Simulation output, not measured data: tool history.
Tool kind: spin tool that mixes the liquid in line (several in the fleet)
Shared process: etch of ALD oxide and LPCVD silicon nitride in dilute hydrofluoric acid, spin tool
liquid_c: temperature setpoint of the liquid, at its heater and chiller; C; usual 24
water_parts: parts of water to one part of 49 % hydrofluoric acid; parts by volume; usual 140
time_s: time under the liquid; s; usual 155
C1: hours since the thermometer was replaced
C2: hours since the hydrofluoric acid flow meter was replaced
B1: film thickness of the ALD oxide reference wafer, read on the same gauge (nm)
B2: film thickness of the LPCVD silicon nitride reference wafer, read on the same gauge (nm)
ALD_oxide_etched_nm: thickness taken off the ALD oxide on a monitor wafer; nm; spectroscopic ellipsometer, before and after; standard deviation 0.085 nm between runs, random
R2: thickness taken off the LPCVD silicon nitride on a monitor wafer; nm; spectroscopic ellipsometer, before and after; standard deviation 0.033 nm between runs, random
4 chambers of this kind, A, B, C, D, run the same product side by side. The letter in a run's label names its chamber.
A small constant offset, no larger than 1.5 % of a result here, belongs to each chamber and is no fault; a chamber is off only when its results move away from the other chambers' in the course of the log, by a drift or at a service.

At hour 2.8: chamber B: thermometer replaced.
Run 1A, hour 5.4: usual settings; C1 345.6; C2 226.7; B1 150.01; B2 40.003. Result: ALD_oxide_etched_nm 10.87 nm, R2 0.55204 nm.
Run 2B, hour 11.2: usual settings; C1 8.5; C2 1384.7; B1 149.98; B2 40.026. Result: ALD_oxide_etched_nm 11.031 nm, R2 0.50407 nm.
Run 3C, hour 20.9: usual settings; C1 46.4; C2 739; B1 149.97; B2 39.974. Result: ALD_oxide_etched_nm 11.021 nm, R2 0.6303 nm.
Run 4D, hour 31: usual settings; C1 1517.3; C2 1051.7; B1 150.01; B2 39.993. Result: ALD_oxide_etched_nm 10.995 nm, R2 0.60862 nm.
Run 5B, hour 36.4: usual settings; C1 33.7; C2 1409.9; B1 150; B2 40.013. Result: ALD_oxide_etched_nm 11.085 nm, R2 0.60193 nm.
Run 6D, hour 42.5: usual settings; C1 1528.8; C2 1063.2; B1 149.99; B2 40.001. Result: ALD_oxide_etched_nm 10.914 nm, R2 0.6253 nm.
Run 7A, hour 52.8: usual settings but time_s 120 s; C1 393; C2 274.1; B1 149.99; B2 39.981. Result: ALD_oxide_etched_nm 8.4719 nm, R2 0.43873 nm.
Run 8C, hour 61.4: usual settings but time_s 120 s; C1 86.9; C2 779.5; B1 149.99; B2 40. Result: ALD_oxide_etched_nm 8.4856 nm, R2 0.46704 nm.
Run 9D, hour 66.9: usual settings but time_s 120 s; C1 1553.2; C2 1087.6; B1 150; B2 39.978. Result: ALD_oxide_etched_nm 8.4379 nm, R2 0.46346 nm.
Run 10C, hour 72.9: usual settings but time_s 120 s; C1 98.4; C2 791; B1 149.98; B2 40. Result: ALD_oxide_etched_nm 8.6264 nm, R2 0.48443 nm.
Run 11B, hour 83.5: usual settings; C1 80.8; C2 1457; B1 150.01; B2 39.986. Result: ALD_oxide_etched_nm 10.939 nm, R2 0.53496 nm.
Run 12A, hour 91.7: usual settings but liquid_c 26 C, water_parts 95 parts by volume; C1 431.9; C2 313; B1 150.04; B2 40.039. Result: ALD_oxide_etched_nm 18.519 nm, R2 0.97856 nm.
Run 13B, hour 99.5: usual settings but liquid_c 26 C, water_parts 95 parts by volume; C1 96.8; C2 1473; B1 149.97; B2 40.038. Result: ALD_oxide_etched_nm 18.629 nm, R2 0.99011 nm.
Run 14C, hour 109.7: usual settings but liquid_c 26 C, water_parts 95 parts by volume; C1 135.2; C2 827.8; B1 150.03; B2 40.003. Result: ALD_oxide_etched_nm 18.382 nm, R2 0.98961 nm.
Run 15A, hour 117.5: usual settings but liquid_c 26 C, water_parts 95 parts by volume; C1 457.7; C2 338.8; B1 150; B2 40.006. Result: ALD_oxide_etched_nm 18.518 nm, R2 0.95837 nm.
Run 16D, hour 128: usual settings; C1 1614.3; C2 1148.7; B1 149.99; B2 39.994. Result: ALD_oxide_etched_nm 10.821 nm, R2 0.61862 nm.
Run 17B, hour 136.8: usual settings; C1 134.1; C2 1510.3; B1 149.99; B2 39.996. Result: ALD_oxide_etched_nm 10.995 nm, R2 0.59169 nm.
Run 18C, hour 141.7: usual settings; C1 167.2; C2 859.8; B1 150; B2 40.007. Result: ALD_oxide_etched_nm 11.02 nm, R2 0.59472 nm.
Run 19A, hour 149.7: usual settings; C1 489.9; C2 371; B1 150; B2 39.985. Result: ALD_oxide_etched_nm 10.879 nm, R2 0.6104 nm.
Run 20D, hour 159.4: usual settings but water_parts 195 parts by volume; C1 1645.7; C2 1180.1; B1 149.99; B2 40.036. Result: ALD_oxide_etched_nm 7.6146 nm, R2 0.47319 nm.
Run 21B, hour 164.8: usual settings but water_parts 195 parts by volume; C1 162.1; C2 1538.3; B1 150.03; B2 39.99. Result: ALD_oxide_etched_nm 7.4323 nm, R2 0.36001 nm.
Run 22D, hour 171.9: usual settings but water_parts 195 parts by volume; C1 1658.2; C2 1192.6; B1 150; B2 40.007. Result: ALD_oxide_etched_nm 7.5142 nm, R2 0.44601 nm.
Run 23A, hour 177.2: usual settings but water_parts 195 parts by volume; C1 517.4; C2 398.5; B1 150; B2 39.986. Result: ALD_oxide_etched_nm 7.3745 nm, R2 0.42099 nm.
Run 24C, hour 185: usual settings; C1 210.5; C2 903.1; B1 150.03; B2 40.027. Result: ALD_oxide_etched_nm 10.899 nm, R2 0.5536 nm.
Run 25C, hour 189.9: usual settings; C1 215.4; C2 908; B1 150.03; B2 40.006. Result: ALD_oxide_etched_nm 10.846 nm, R2 0.5753 nm.
Run 26D, hour 197.7: usual settings; C1 1684; C2 1218.4; B1 149.95; B2 40.022. Result: ALD_oxide_etched_nm 11.366 nm, R2 0.64146 nm.
At hour 201.2: chamber B: hydrofluoric acid flow meter replaced.
Run 27A, hour 205.8: usual settings; C1 546; C2 427.1; B1 149.97; B2 40.012. Result: ALD_oxide_etched_nm 10.912 nm, R2 0.55179 nm.
Run 28B, hour 214.4: usual settings; C1 211.7; C2 13.2; B1 150.01; B2 39.998. Result: ALD_oxide_etched_nm 10.929 nm, R2 0.57811 nm.
Run 29B, hour 220.2: usual settings; C1 217.5; C2 19; B1 150; B2 40.009. Result: ALD_oxide_etched_nm 10.824 nm, R2 0.60014 nm.
Run 30A, hour 225.2: usual settings; C1 565.4; C2 446.5; B1 150.01; B2 39.993. Result: ALD_oxide_etched_nm 10.988 nm, R2 0.54322 nm.
Run 31C, hour 230.3: usual settings; C1 255.8; C2 948.4; B1 150.01; B2 39.997. Result: ALD_oxide_etched_nm 11.099 nm, R2 0.58397 nm.
Run 32D, hour 237.1: usual settings; C1 1723.4; C2 1257.8; B1 150.03; B2 39.997. Result: ALD_oxide_etched_nm 11.697 nm, R2 0.607 nm.
Run 33A, hour 247.5: usual settings but liquid_c 26.5 C, time_s 205 s; C1 587.7; C2 468.8; B1 150.02; B2 39.964. Result: ALD_oxide_etched_nm 15.856 nm, R2 0.85917 nm.
Run 34B, hour 256.8: usual settings but liquid_c 26.5 C, time_s 205 s; C1 254.1; C2 55.6; B1 149.99; B2 39.967. Result: ALD_oxide_etched_nm 15.666 nm, R2 0.87889 nm.
Run 35C, hour 262.6: usual settings but liquid_c 26.5 C, time_s 205 s; C1 288.1; C2 980.7; B1 150.01; B2 40.032. Result: ALD_oxide_etched_nm 16.033 nm, R2 0.8635 nm.
Run 36D, hour 272.4: usual settings but liquid_c 26.5 C, time_s 205 s; C1 1758.7; C2 1293.1; B1 150.06; B2 39.983. Result: ALD_oxide_etched_nm 17.216 nm, R2 0.99039 nm.
Run 37D, hour 280.4: usual settings; C1 1766.7; C2 1301.1; B1 149.99; B2 40.002. Result: ALD_oxide_etched_nm 11.695 nm, R2 0.65626 nm.
Run 38C, hour 285.8: usual settings; C1 311.3; C2 1003.9; B1 149.99; B2 40.004. Result: ALD_oxide_etched_nm 10.969 nm, R2 0.59488 nm.
Run 39B, hour 294.8: usual settings; C1 292.1; C2 93.6; B1 149.99; B2 39.984. Result: ALD_oxide_etched_nm 10.935 nm, R2 0.57449 nm.
Run 40A, hour 299.7: usual settings; C1 639.9; C2 521; B1 150.03; B2 39.977. Result: ALD_oxide_etched_nm 10.954 nm, R2 0.58304 nm.
Run 41A, hour 309.8: usual settings but water_parts 85 parts by volume; C1 650; C2 531.1; B1 149.98; B2 40.008. Result: ALD_oxide_etched_nm 19.398 nm, R2 0.96567 nm.

What goes on in this fleet: one chamber off, a drifting gauge, or nothing beyond the chambers' own small offsets? Name the chamber and the cause, if any.

One chamber, D, drifts off from the rest bit by bit.
Likeliest cause: hydrofluoric acid flow above the setpoint (%) = 9.38.

Which of the 4 candidates below, each the usual settings with something changed and its results left as question marks, puts chamber D back in line with what the other chambers give on the usual settings?
In-line tolerance around the mean of the other chambers on the usual settings: ALD_oxide_etched_nm 0.3 nm; R2 0.11 nm
Run 42D-1, hour 317.6: usual settings but water_parts 130 parts by volume, time_s 170 s. Result: ALD_oxide_etched_nm ?, R2 ?.
Run 42D-2, hour 317.6: usual settings but water_parts 150 parts by volume, time_s 140 s. Result: ALD_oxide_etched_nm ?, R2 ?.
Run 42D-3, hour 317.6: usual settings but water_parts 135 parts by volume, time_s 165 s. Result: ALD_oxide_etched_nm ?, R2 ?.
Run 42D-4, hour 317.6: usual settings but water_parts 145 parts by volume, time_s 145 s. Result: ALD_oxide_etched_nm ?, R2 ?.

Mean of the other chambers on the usual settings: ALD_oxide_etched_nm 10.952 nm; R2 0.57773 nm
  run  ALD_oxide_etched_nm       R2
42D-1               14.405  0.77336
42D-2               10.074  0.55342
42D-3               13.394  0.72333
42D-4               10.848   0.5926
42D-4 brings the chamber back in line.
